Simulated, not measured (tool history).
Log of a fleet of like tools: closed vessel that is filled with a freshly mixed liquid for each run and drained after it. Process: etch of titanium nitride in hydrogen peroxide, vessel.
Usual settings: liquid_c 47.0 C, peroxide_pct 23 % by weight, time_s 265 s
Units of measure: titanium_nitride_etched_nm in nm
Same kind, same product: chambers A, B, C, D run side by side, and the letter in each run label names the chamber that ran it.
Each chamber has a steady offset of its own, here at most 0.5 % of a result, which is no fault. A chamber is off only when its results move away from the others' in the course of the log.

run   hour  liquid_c  peroxide_pct  time_s  hours since the thermometer was replaced  hours since the peroxide flow meter was replaced  hours since the drum of peroxide was connected  read-back film thickness of the titanium nitride reference wafer, read on the same gauge (nm)  titanium_nitride_etched_nm
 1C   14.5      47.0            23     265                                     253.0                                             688.4                                           739.1                                                                                         109.97                      7.5061
 2A   21.6      47.0            23     265                                     290.9                                              83.1                                           539.1                                                                                         110.03                      7.5325
 3B   35.2      47.0            23     265                                     534.6                                             665.3                                           309.3                                                                                         109.97                      7.4563
 4D   48.7      47.0            23     265                                     291.2                                              76.7                                           269.2                                                                                         109.99                      7.4447
 5C   62.2      47.0            23     265                                     300.7                                             736.1                                           786.8                                                                                         110.03                      7.5002
 6B   74.1      51.0            23     405                                     573.5                                             704.2                                           348.2                                                                                         109.99                     15.5350
      79.0  -- chamber A: new drum of peroxide connected
 7A   85.4      51.0            23     405                                     354.7                                             146.9                                             6.5                                                                                         109.99                     15.4860
 8D   98.7      51.0            23     405                                     341.2                                             126.7                                           319.2                                                                                         109.97                     15.3720
     107.0  -- chamber C: new drum of peroxide connected
 9C  113.2      51.0            23     405                                     351.7                                             787.1                                             6.2                                                                                         110.01                     15.2910
10D  123.4      47.0            23     265                                     365.9                                             151.4                                           343.9                                                                                         110.01                      7.4364
11A  137.9      47.0            23     265                                     407.2                                             199.4                                            59.0                                                                                         110.01                      7.6081
12B  149.9      47.0            23     265                                     649.3                                             780.0                                           424.0                                                                                         109.99                      7.5098
13B  162.2      47.0            23     265                                     661.6                                             792.3                                           436.3                                                                                         110.03                      7.5267
14D  172.9      47.0            23     265                                     415.4                                             200.9                                           393.4                                                                                         110.01                      7.5550
15A  184.0      47.0            23     265                                     453.3                                             245.5                                           105.1                                                                                         110.03                      7.5905
16C  197.1      47.0            23     265                                     435.6                                             871.0                                            90.1                                                                                         110.00                      7.4916
17A  209.4      54.5            23     405                                     478.7                                             270.9                                           130.5                                                                                         109.99                     20.1150
18D  221.7      54.5            23     405                                     464.2                                             249.7                                           442.2                                                                                         109.99                     19.6960
19B  233.2      54.5            23     405                                     732.6                                             863.3                                           507.3                                                                                         110.00                     19.7230
20C  247.2      54.5            23     405                                     485.7                                             921.1                                           140.2                                                                                         110.01                     19.6240
21C  254.1      47.0            23     265                                     492.6                                             928.0                                           147.1                                                                                         110.01                      7.4729
22B  266.5      47.0            23     265                                     765.9                                             896.6                                           540.6                                                                                         110.01                      7.5419
23A  276.1      54.0            23     265                                     545.4                                             337.6                                           197.2                                                                                         109.99                     13.0540
24D  290.6      54.0            23     265                                     533.1                                             318.6                                           511.1                                                                                         109.96                     12.4770
25B  301.9      54.0            23     265                                     801.3                                             932.0                                           576.0                                                                                         109.95                     12.4350
26A  310.9      54.0            23     265                                     580.2                                             372.4                                           232.0                                                                                         110.05                     12.9730
27C  319.5      47.0            23     145                                     558.0                                             993.4                                           212.5                                                                                         109.96                      4.0560

Each of the 4 chambers runs these same settings next. Fill in every chamber's results:
28A  329.9      47.0            23     410                                                                                                                                                                                                                                                                      ?
28B  329.9      47.0            23     410                                                                                                                                                                                                                                                                      ?
28C  329.9      47.0            23     410                                                                                                                                                                                                                                                                      ?
28D  329.9      47.0            23     410                                                                                                                                                                                                                                                                      ?

run  titanium_nitride_etched_nm
28A                     12.3580
28B                     11.6110
28C                     11.4810
28D                     11.6020
